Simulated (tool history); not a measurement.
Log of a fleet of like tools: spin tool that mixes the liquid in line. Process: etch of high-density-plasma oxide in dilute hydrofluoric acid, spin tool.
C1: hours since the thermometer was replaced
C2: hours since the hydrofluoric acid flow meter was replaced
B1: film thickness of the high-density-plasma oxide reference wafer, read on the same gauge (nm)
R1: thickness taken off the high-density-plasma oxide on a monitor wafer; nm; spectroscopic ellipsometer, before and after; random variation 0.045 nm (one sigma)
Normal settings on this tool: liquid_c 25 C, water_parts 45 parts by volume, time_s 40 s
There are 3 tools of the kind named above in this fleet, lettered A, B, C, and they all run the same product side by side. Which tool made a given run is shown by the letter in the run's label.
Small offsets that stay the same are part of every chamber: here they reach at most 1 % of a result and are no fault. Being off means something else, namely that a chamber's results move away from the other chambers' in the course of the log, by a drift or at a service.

run 1C hour=4.3 | liquid_c=25 water_parts=45 time_s=40 | C1=1224.8 C2=1437.1 | B1=39.996 | R1=5.1393
run 2B hour=8.5 | liquid_c=25 water_parts=45 time_s=40 | C1=1672.9 C2=1618 | B1=39.968 | R1=5.1001
run 3A hour=10.6 | liquid_c=25 water_parts=45 time_s=40 | C1=391.2 C2=308.1 | B1=40.006 | R1=5.1113
run 4B hour=13 | liquid_c=25 water_parts=45 time_s=40 | C1=1677.4 C2=1622.5 | B1=40.008 | R1=5.0893
run 5C hour=17.1 | liquid_c=25 water_parts=45 time_s=40 | C1=1237.6 C2=1449.9 | B1=40.002 | R1=5.1563
run 6A hour=20.1 | liquid_c=25 water_parts=45 time_s=45 | C1=400.7 C2=317.6 | B1=40.014 | R1=5.6146
run 7B hour=23 | liquid_c=25 water_parts=45 time_s=45 | C1=1687.4 C2=1632.5 | B1=40.003 | R1=5.7471
run 8C hour=26 | liquid_c=25 water_parts=45 time_s=45 | C1=1246.5 C2=1458.8 | B1=40.01 | R1=5.7474
run 9A hour=28.1 | liquid_c=25 water_parts=45 time_s=40 | C1=408.7 C2=325.6 | B1=40.005 | R1=5.2197
run 10B hour=30.3 | liquid_c=25 water_parts=45 time_s=40 | C1=1694.7 C2=1639.8 | B1=40.001 | R1=5.1628
run 11C hour=33.1 | liquid_c=25 water_parts=45 time_s=40 | C1=1253.6 C2=1465.9 | B1=40.004 | R1=5.1124
run 12A hour=36.8 | liquid_c=25 water_parts=45 time_s=40 | C1=417.4 C2=334.3 | B1=39.984 | R1=5.2135
run 13A hour=39.2 | liquid_c=25 water_parts=35 time_s=50 | C1=419.8 C2=336.7 | B1=39.987 | R1=8.4635
run 14C hour=42.1 | liquid_c=25 water_parts=35 time_s=50 | C1=1262.6 C2=1474.9 | B1=40.025 | R1=8.1513
run 15B hour=44.7 | liquid_c=25 water_parts=35 time_s=50 | C1=1709.1 C2=1654.2 | B1=39.994 | R1=8.2558
run 16C hour=48.3 | liquid_c=25 water_parts=45 time_s=40 | C1=1268.8 C2=1481.1 | B1=39.992 | R1=5.0751
run 17B hour=51.4 | liquid_c=25 water_parts=45 time_s=40 | C1=1715.8 C2=1660.9 | B1=40.004 | R1=5.1935
run 18A hour=53.4 | liquid_c=25 water_parts=45 time_s=40 | C1=434 C2=350.9 | B1=39.982 | R1=5.3345
run 19B hour=56.6 | liquid_c=25 water_parts=45 time_s=40 | C1=1721 C2=1666.1 | B1=39.998 | R1=5.1307
run 20A hour=60.6 | liquid_c=25 water_parts=45 time_s=40 | C1=441.2 C2=358.1 | B1=40.017 | R1=5.3743
run 21C hour=62.9 | liquid_c=25 water_parts=45 time_s=40 | C1=1283.4 C2=1495.7 | B1=40.014 | R1=5.0465
run 22B hour=65.1 | liquid_c=25 water_parts=45 time_s=40 | C1=1729.5 C2=1674.6 | B1=40.028 | R1=5.1684
run 23C hour=67.8 | liquid_c=25 water_parts=45 time_s=40 | C1=1288.3 C2=1500.6 | B1=40.002 | R1=5.091
run 24A hour=71.3 | liquid_c=25 water_parts=45 time_s=40 | C1=451.9 C2=368.8 | B1=40.02 | R1=5.5651
run 25B hour=73.6 | liquid_c=25 water_parts=45 time_s=40 | C1=1738 C2=1683.1 | B1=40.001 | R1=5.1494
run 26C hour=76.9 | liquid_c=25 water_parts=45 time_s=40 | C1=1297.4 C2=1509.7 | B1=40.002 | R1=5.0236
run 27A hour=81.1 | liquid_c=25 water_parts=45 time_s=40 | C1=461.7 C2=378.6 | B1=40.015 | R1=5.6269
run 28A hour=84.2 | liquid_c=25 water_parts=45 time_s=40 | C1=464.8 C2=381.7 | B1=40.008 | R1=5.6148
run 29C hour=87.1 | liquid_c=25 water_parts=45 time_s=40 | C1=1307.6 C2=1519.9 | B1=39.999 | R1=5.0517
run 30B hour=89.6 | liquid_c=25 water_parts=45 time_s=40 | C1=1754 C2=1699.1 | B1=40.007 | R1=5.1471

Is one chamber out of step, is the gauge drifting, or do the chambers differ by no more than their own small offsets? For an off chamber, give its letter and the likeliest cause.

One chamber, A, drifts off from the rest bit by bit.
Likeliest cause: hydrofluoric acid flow above the setpoint (%) = 12.5.
The log may not separate it from: liquid hotter than its thermometer reads (K).

Here are 4 candidates for chamber A's next run, each the usual settings with a change, their results left as question marks. Which one brings its results back in line with what the others give on the usual settings?
A result is in line if it is within this distance of the other chambers' mean on the usual settings: R1 0.16 nm
run 31A-1 hour=92.7 | liquid_c=23.5 water_parts=45 time_s=40 | R1=?
run 31A-2 hour=92.7 | liquid_c=25 water_parts=45 time_s=45 | R1=?
run 31A-3 hour=92.7 | liquid_c=22 water_parts=45 time_s=40 | R1=?
run 31A-4 hour=92.7 | liquid_c=26.5 water_parts=45 time_s=40 | R1=?

Average result of the remaining chambers running the usual settings: R1 5.111 nm
run=31A-1 R1=5.379
run=31A-2 R1=6.4391
run=31A-3 R1=5.0493
run=31A-4 R1=6.0862
It is 31A-3 that realigns the chamber with its peers.
